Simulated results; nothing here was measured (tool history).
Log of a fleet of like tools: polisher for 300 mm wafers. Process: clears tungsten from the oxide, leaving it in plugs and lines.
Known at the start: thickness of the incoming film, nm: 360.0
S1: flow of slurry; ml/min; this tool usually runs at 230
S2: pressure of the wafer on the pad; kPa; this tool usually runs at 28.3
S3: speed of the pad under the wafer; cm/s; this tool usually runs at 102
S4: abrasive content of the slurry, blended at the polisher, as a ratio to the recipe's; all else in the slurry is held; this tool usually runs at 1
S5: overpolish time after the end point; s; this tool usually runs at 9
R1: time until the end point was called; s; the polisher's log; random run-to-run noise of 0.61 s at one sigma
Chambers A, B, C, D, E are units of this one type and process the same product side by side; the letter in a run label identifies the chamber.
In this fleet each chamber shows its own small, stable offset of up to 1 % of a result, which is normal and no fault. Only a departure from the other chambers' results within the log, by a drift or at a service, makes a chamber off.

run,day,S1,S2,S3,S4,S5,R1
# day 0.25: chamber D: slurry tank refilled with fresh slurry and peroxide
1E,0.392,230,28.3,102,1,9,74.108
# day 0.546: chamber B: worn pad replaced by a new one
# day 0.625: chamber B: slurry tank refilled with fresh slurry and peroxide
2D,0.625,230,28.3,102,1,9,73.709
# day 0.746: chamber B: slurry nozzle cleaned
3B,0.979,230,28.3,102,1,9,73.175
# day 1.004: chamber E: worn pad replaced by a new one
# day 1.142: chamber A: worn pad replaced by a new one
# day 1.167: chamber E: slurry tank refilled with fresh slurry and peroxide
4A,1.262,230,28.3,102,1,9,73.14
5C,1.729,230,28.3,102,1,9,74.469
# day 1.754: chamber A: slurry tank refilled with fresh slurry and peroxide
# day 1.996: chamber C: worn pad replaced by a new one
6C,2.008,230,28.3,134,1,7,56.144
# day 2.138: chamber D: worn pad replaced by a new one
7A,2.275,230,28.3,134,1,7,55.902
8D,2.612,230,28.3,134,1,7,56.121
# day 2.65: chamber C: slurry nozzle cleaned
9E,2.862,230,28.3,134,1,7,56.735
# day 2.9: chamber B: slurry blender recalibrated
# day 3.038: chamber C: slurry tank refilled with fresh slurry and peroxide
# day 3.071: chamber B: worn pad replaced by a new one
10B,3.146,230,28.3,134,1,7,56.472
11E,3.521,230,28.3,102,1,6,73.794
12B,3.967,230,28.3,102,1,6,73.391
# day 3.979: chamber A: slurry nozzle cleaned
# day 4.004: chamber E: slurry tank refilled with fresh slurry and peroxide
13A,4.342,230,28.3,102,1,6,73.56
# day 4.588: chamber E: head pressure recalibrated
14C,4.642,230,28.3,102,1,6,72.703
# day 5.1: chamber A: worn pad replaced by a new one
15D,5.104,230,28.3,102,1,6,74.767
16E,5.404,230,28.3,102,1,9,73.921
# day 5.683: chamber C: head pressure recalibrated
# day 5.725: chamber B: worn pad replaced by a new one
17B,5.9,230,28.3,102,1,9,73.711
# day 6.367: chamber C: worn pad replaced by a new one
18A,6.412,230,28.3,102,1,9,74.065
# day 6.417: chamber E: worn pad replaced by a new one
# day 6.462: chamber E: slurry tank refilled with fresh slurry and peroxide
# day 6.675: chamber D: slurry tank refilled with fresh slurry and peroxide
19D,6.746,230,28.3,102,1,9,73.184
# day 6.804: chamber A: slurry tank refilled with fresh slurry and peroxide
20C,6.975,230,28.3,102,1,9,74.631
# day 7.2: chamber B: slurry blender recalibrated
21A,7.442,230,28.3,102,1,9,73.4
# day 7.521: chamber D: worn pad replaced by a new one
# day 7.638: chamber A: slurry blender recalibrated
22B,7.788,230,28.3,102,1,9,73.782
23D,8.25,230,28.3,102,1,9,72.99
24C,8.621,230,28.3,102,1,9,74.344
# day 8.629: chamber E: slurry blender recalibrated
# day 8.662: chamber B: worn pad replaced by a new one
# day 8.771: chamber B: slurry tank refilled with fresh slurry and peroxide
25E,8.862,230,28.3,102,1,9,75.004
# day 9.196: chamber E: slurry tank refilled with fresh slurry and peroxide
26D,9.196,230,28.3,102,1,9,74.543
27C,9.488,230,28.3,102,1,9,73.599
# day 9.796: chamber A: worn pad replaced by a new one
28A,9.846,230,28.3,102,1,9,73.586
# day 10.158: chamber C: worn pad replaced by a new one
29E,10.346,230,36.5,102,1,9,57.463
30B,10.829,230,36.5,102,1,9,56.84
# day 11.062: chamber B: slurry nozzle cleaned
31E,11.146,230,36.5,102,1,9,57.321
# day 11.208: chamber C: slurry blender recalibrated
# day 11.429: chamber A: slurry tank refilled with fresh slurry and peroxide
# day 11.442: chamber B: slurry blender recalibrated
# day 11.508: chamber B: worn pad replaced by a new one
# day 11.512: chamber C: slurry tank refilled with fresh slurry and peroxide
32A,11.521,230,36.5,102,1,9,56.511
33B,11.896,230,36.5,102,1,9,56.783
34C,12.354,230,28.3,102,1,9,73.93
35D,12.721,230,28.3,102,1.25,9,70.329

Has any chamber moved away from the others, gradually or after a service, or does the common gauge drift, or do the chambers differ only by their own small steady offsets? State the chamber and the most likely cause if one applies.

Neither any chamber nor the gauge drifts; the chambers differ only by their own small, steady offsets.
